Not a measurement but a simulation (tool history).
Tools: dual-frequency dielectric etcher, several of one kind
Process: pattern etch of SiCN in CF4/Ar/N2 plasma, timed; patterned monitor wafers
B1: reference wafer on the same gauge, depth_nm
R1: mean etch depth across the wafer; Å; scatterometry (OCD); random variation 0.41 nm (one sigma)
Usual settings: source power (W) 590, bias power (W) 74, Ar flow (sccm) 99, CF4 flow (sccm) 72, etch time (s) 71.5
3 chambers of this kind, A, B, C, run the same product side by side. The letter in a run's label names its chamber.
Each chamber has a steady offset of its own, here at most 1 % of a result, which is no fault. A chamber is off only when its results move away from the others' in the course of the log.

Run 1B, day 0.479: usual settings; B1 84.79. Result: R1 788.37 Å.
Run 2A, day 0.8: usual settings; B1 85.021. Result: R1 791.94 Å.
Run 3C, day 1.212: usual settings; B1 84.779. Result: R1 788.75 Å.
At day 1.233: chamber C: wet clean of the chamber.
Run 4C, day 1.571: usual settings; B1 84.896. Result: R1 792.12 Å.
Run 5B, day 1.979: usual settings; B1 84.921. Result: R1 789.64 Å.
Run 6A, day 2.258: usual settings; B1 84.829. Result: R1 787.94 Å.
Run 7A, day 2.583: usual settings; B1 84.846. Result: R1 785.25 Å.
At day 2.792: chamber B: wet clean of the chamber.
Run 8C, day 2.908: usual settings but Ar flow (sccm) 109, CF4 flow (sccm) 66; B1 84.839. Result: R1 764.52 Å.
Run 9B, day 3.321: usual settings but Ar flow (sccm) 109, CF4 flow (sccm) 66; B1 84.845. Result: R1 794.7 Å.
Run 10B, day 3.738: usual settings but Ar flow (sccm) 109, CF4 flow (sccm) 66; B1 84.88. Result: R1 795.12 Å.
Run 11C, day 4.192: usual settings; B1 84.897. Result: R1 796.21 Å.
Run 12A, day 4.679: usual settings; B1 84.789. Result: R1 795.82 Å.
Run 13B, day 5.038: usual settings; B1 84.927. Result: R1 824.61 Å.
Run 14A, day 5.458: usual settings; B1 84.857. Result: R1 794.65 Å.
Run 15C, day 5.858: usual settings but source power (W) 740, bias power (W) 90; B1 84.946. Result: R1 1040.8 Å.
Run 16A, day 6.075: usual settings but source power (W) 740, bias power (W) 90; B1 84.799. Result: R1 1035.2 Å.
Run 17C, day 6.296: usual settings but source power (W) 740, bias power (W) 90; B1 84.878. Result: R1 1045.1 Å.
Run 18B, day 6.671: usual settings; B1 84.875. Result: R1 830.01 Å.
Run 19C, day 7.071: usual settings; B1 85.056. Result: R1 786.54 Å.
Run 20B, day 7.325: usual settings; B1 84.865. Result: R1 830.49 Å.
Run 21A, day 7.675: usual settings but source power (W) 470, etch time (s) 87; B1 84.903. Result: R1 794.5 Å.
At day 7.808: chamber A: wet clean of the chamber.
At day 7.917: chamber A: bias power generator calibrated.
Run 22C, day 7.933: usual settings but source power (W) 470, etch time (s) 87; B1 85.05. Result: R1 785.23 Å.
Run 23A, day 8.154: usual settings but source power (W) 470, etch time (s) 87; B1 84.991. Result: R1 791.49 Å.
Run 24B, day 8.429: usual settings; B1 84.98. Result: R1 814.02 Å.
Run 25C, day 8.729: usual settings; B1 84.936. Result: R1 779.7 Å.

Is one chamber off against the others, does the gauge drift, or is nothing wrong? If a chamber is off, say which, and what the likeliest cause is.

A service left chamber B off against the others.
Cause: etch rate over this chamber's usual, % = 4.64.

Here are 4 candidates for chamber B's next run, each the usual settings with a change, their results left as question marks. Which one brings its results back in line with what the others give on the usual settings?
In line means no further than this from the other chambers' mean on the usual settings: R1 14 Å
Run 26B-1, day 9.083: usual settings but source power (W) 540. Result: R1 ?.
Run 26B-2, day 9.083: usual settings but source power (W) 610, etch time (s) 75. Result: R1 ?.
Run 26B-3, day 9.083: usual settings but source power (W) 570, bias power (W) 73, Ar flow (sccm) 100. Result: R1 ?.
Run 26B-4, day 9.083: usual settings but bias power (W) 75, etch time (s) 74. Result: R1 ?.

The other chambers' mean on the usual settings: R1 792.9 Å
  run      R1
26B-1  762.71
26B-2  890.24
26B-3  794.86
26B-4  856.92
26B-3 brings the chamber back in line.
